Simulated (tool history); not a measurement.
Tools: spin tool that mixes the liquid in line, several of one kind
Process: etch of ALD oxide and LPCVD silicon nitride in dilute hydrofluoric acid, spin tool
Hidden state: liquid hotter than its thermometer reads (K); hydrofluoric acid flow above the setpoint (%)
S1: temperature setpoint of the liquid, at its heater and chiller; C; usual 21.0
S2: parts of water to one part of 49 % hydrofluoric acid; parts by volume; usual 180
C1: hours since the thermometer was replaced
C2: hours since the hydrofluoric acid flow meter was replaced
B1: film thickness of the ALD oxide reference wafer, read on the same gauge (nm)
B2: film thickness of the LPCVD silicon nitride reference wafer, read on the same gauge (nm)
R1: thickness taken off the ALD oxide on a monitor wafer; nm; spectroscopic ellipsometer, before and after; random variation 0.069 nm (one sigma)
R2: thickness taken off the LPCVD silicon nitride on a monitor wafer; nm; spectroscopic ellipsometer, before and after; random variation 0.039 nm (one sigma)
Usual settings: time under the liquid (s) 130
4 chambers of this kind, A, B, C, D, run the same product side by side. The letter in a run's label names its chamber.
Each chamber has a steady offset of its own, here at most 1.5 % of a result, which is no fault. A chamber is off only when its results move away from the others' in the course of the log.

Run 1C, hour 10.8: usual settings; C1 619.9; C2 435.7; B1 139.97; B2 30.011. Result: R1 15.325 nm, R2 0.27677 nm.
Run 2A, hour 18.5: usual settings; C1 49.3; C2 537.2; B1 139.98; B2 30.000. Result: R1 15.675 nm, R2 0.31705 nm.
Run 3B, hour 28.5: usual settings; C1 51.2; C2 46.9; B1 140.01; B2 29.990. Result: R1 15.579 nm, R2 0.26337 nm.
At hour 38.6: chamber D: hydrofluoric acid flow meter replaced.
Run 4D, hour 39.6: usual settings; C1 1257.3; C2 1.0; B1 140.01; B2 30.006. Result: R1 15.487 nm, R2 0.26857 nm.
Run 5B, hour 51.2: usual settings; C1 73.9; C2 69.6; B1 139.98; B2 29.961. Result: R1 15.641 nm, R2 0.33463 nm.
Run 6A, hour 57.1: usual settings; C1 87.9; C2 575.8; B1 139.99; B2 29.997. Result: R1 15.566 nm, R2 0.26338 nm.
Run 7D, hour 63.9: usual settings; C1 1281.6; C2 25.3; B1 140.01; B2 30.019. Result: R1 15.561 nm, R2 0.29077 nm.
Run 8C, hour 76.4: usual settings but S2 120 parts by volume; C1 685.5; C2 501.3; B1 140.00; B2 30.012. Result: R1 24.328 nm, R2 0.45588 nm.
Run 9A, hour 87.7: usual settings but S2 120 parts by volume; C1 118.5; C2 606.4; B1 140.00; B2 29.995. Result: R1 24.688 nm, R2 0.42549 nm.
Run 10C, hour 97.9: usual settings but S2 120 parts by volume; C1 707.0; C2 522.8; B1 140.00; B2 30.019. Result: R1 24.455 nm, R2 0.39035 nm.
Run 11B, hour 110.8: usual settings but S2 120 parts by volume; C1 133.5; C2 129.2; B1 139.99; B2 29.998. Result: R1 25.009 nm, R2 0.36631 nm.
Run 12D, hour 123.2: usual settings; C1 1340.9; C2 84.6; B1 140.01; B2 30.011. Result: R1 15.403 nm, R2 0.24873 nm.
Run 13D, hour 134.9: usual settings; C1 1352.6; C2 96.3; B1 140.01; B2 30.030. Result: R1 15.479 nm, R2 0.29070 nm.
Run 14C, hour 146.9: usual settings; C1 756.0; C2 571.8; B1 140.02; B2 30.004. Result: R1 15.391 nm, R2 0.27480 nm.
Run 15A, hour 157.3: usual settings; C1 188.1; C2 676.0; B1 140.01; B2 30.002. Result: R1 15.587 nm, R2 0.27453 nm.
Run 16B, hour 166.4: usual settings; C1 189.1; C2 184.8; B1 140.01; B2 29.970. Result: R1 15.593 nm, R2 0.30863 nm.
Run 17D, hour 172.7: usual settings; C1 1390.4; C2 134.1; B1 140.00; B2 30.028. Result: R1 15.509 nm, R2 0.27557 nm.
Run 18C, hour 179.5: usual settings; C1 788.6; C2 604.4; B1 139.99; B2 29.992. Result: R1 15.243 nm, R2 0.29402 nm.
Run 19B, hour 187.7: usual settings; C1 210.4; C2 206.1; B1 139.98; B2 29.977. Result: R1 15.505 nm, R2 0.30843 nm.
Run 20A, hour 195.5: usual settings but S2 225 parts by volume; C1 226.3; C2 714.2; B1 140.00; B2 30.016. Result: R1 11.989 nm, R2 0.21412 nm.
Run 21B, hour 203.0: usual settings but S2 225 parts by volume; C1 225.7; C2 221.4; B1 140.01; B2 29.971. Result: R1 11.922 nm, R2 0.25890 nm.
Run 22D, hour 211.8: usual settings but S2 225 parts by volume; C1 1429.5; C2 173.2; B1 139.98; B2 29.979. Result: R1 11.872 nm, R2 0.16125 nm.
Run 23C, hour 219.5: usual settings but S2 225 parts by volume; C1 828.6; C2 644.4; B1 140.01; B2 30.023. Result: R1 11.813 nm, R2 0.25467 nm.
Run 24A, hour 228.1: usual settings; C1 258.9; C2 746.8; B1 139.98; B2 30.002. Result: R1 15.595 nm, R2 0.28913 nm.
Run 25A, hour 237.5: usual settings; C1 268.3; C2 756.2; B1 139.97; B2 29.978. Result: R1 15.569 nm, R2 0.27126 nm.
Run 26B, hour 245.6: usual settings; C1 268.3; C2 264.0; B1 140.00; B2 30.009. Result: R1 15.561 nm, R2 0.27812 nm.
Run 27D, hour 255.3: usual settings; C1 1473.0; C2 216.7; B1 139.99; B2 29.989. Result: R1 15.502 nm, R2 0.24712 nm.
Run 28C, hour 266.3: usual settings; C1 875.4; C2 691.2; B1 139.98; B2 30.007. Result: R1 15.304 nm, R2 0.27775 nm.
Run 29D, hour 275.8: usual settings; C1 1493.5; C2 237.2; B1 140.00; B2 29.995. Result: R1 15.656 nm, R2 0.29984 nm.
Run 30A, hour 282.9: usual settings; C1 313.7; C2 801.6; B1 139.98; B2 30.004. Result: R1 15.547 nm, R2 0.33225 nm.
Run 31C, hour 295.5: usual settings; C1 904.6; C2 720.4; B1 139.98; B2 29.973. Result: R1 15.311 nm, R2 0.26428 nm.
Run 32B, hour 303.0: usual settings; C1 325.7; C2 321.4; B1 139.99; B2 30.006. Result: R1 15.643 nm, R2 0.26887 nm.

Next, every chamber runs the same settings. What will each give?
Run 33A, hour 312.6: usual settings but S1 18.5 C. Result: R1 ?, R2 ?.
Run 33B, hour 312.6: usual settings but S1 18.5 C. Result: R1 ?, R2 ?.
Run 33C, hour 312.6: usual settings but S1 18.5 C. Result: R1 ?, R2 ?.
Run 33D, hour 312.6: usual settings but S1 18.5 C. Result: R1 ?, R2 ?.

run      R1       R2
33A  14.193  0.22687
33B  14.093  0.25350
33C  13.892  0.25610
33D  14.172  0.21934
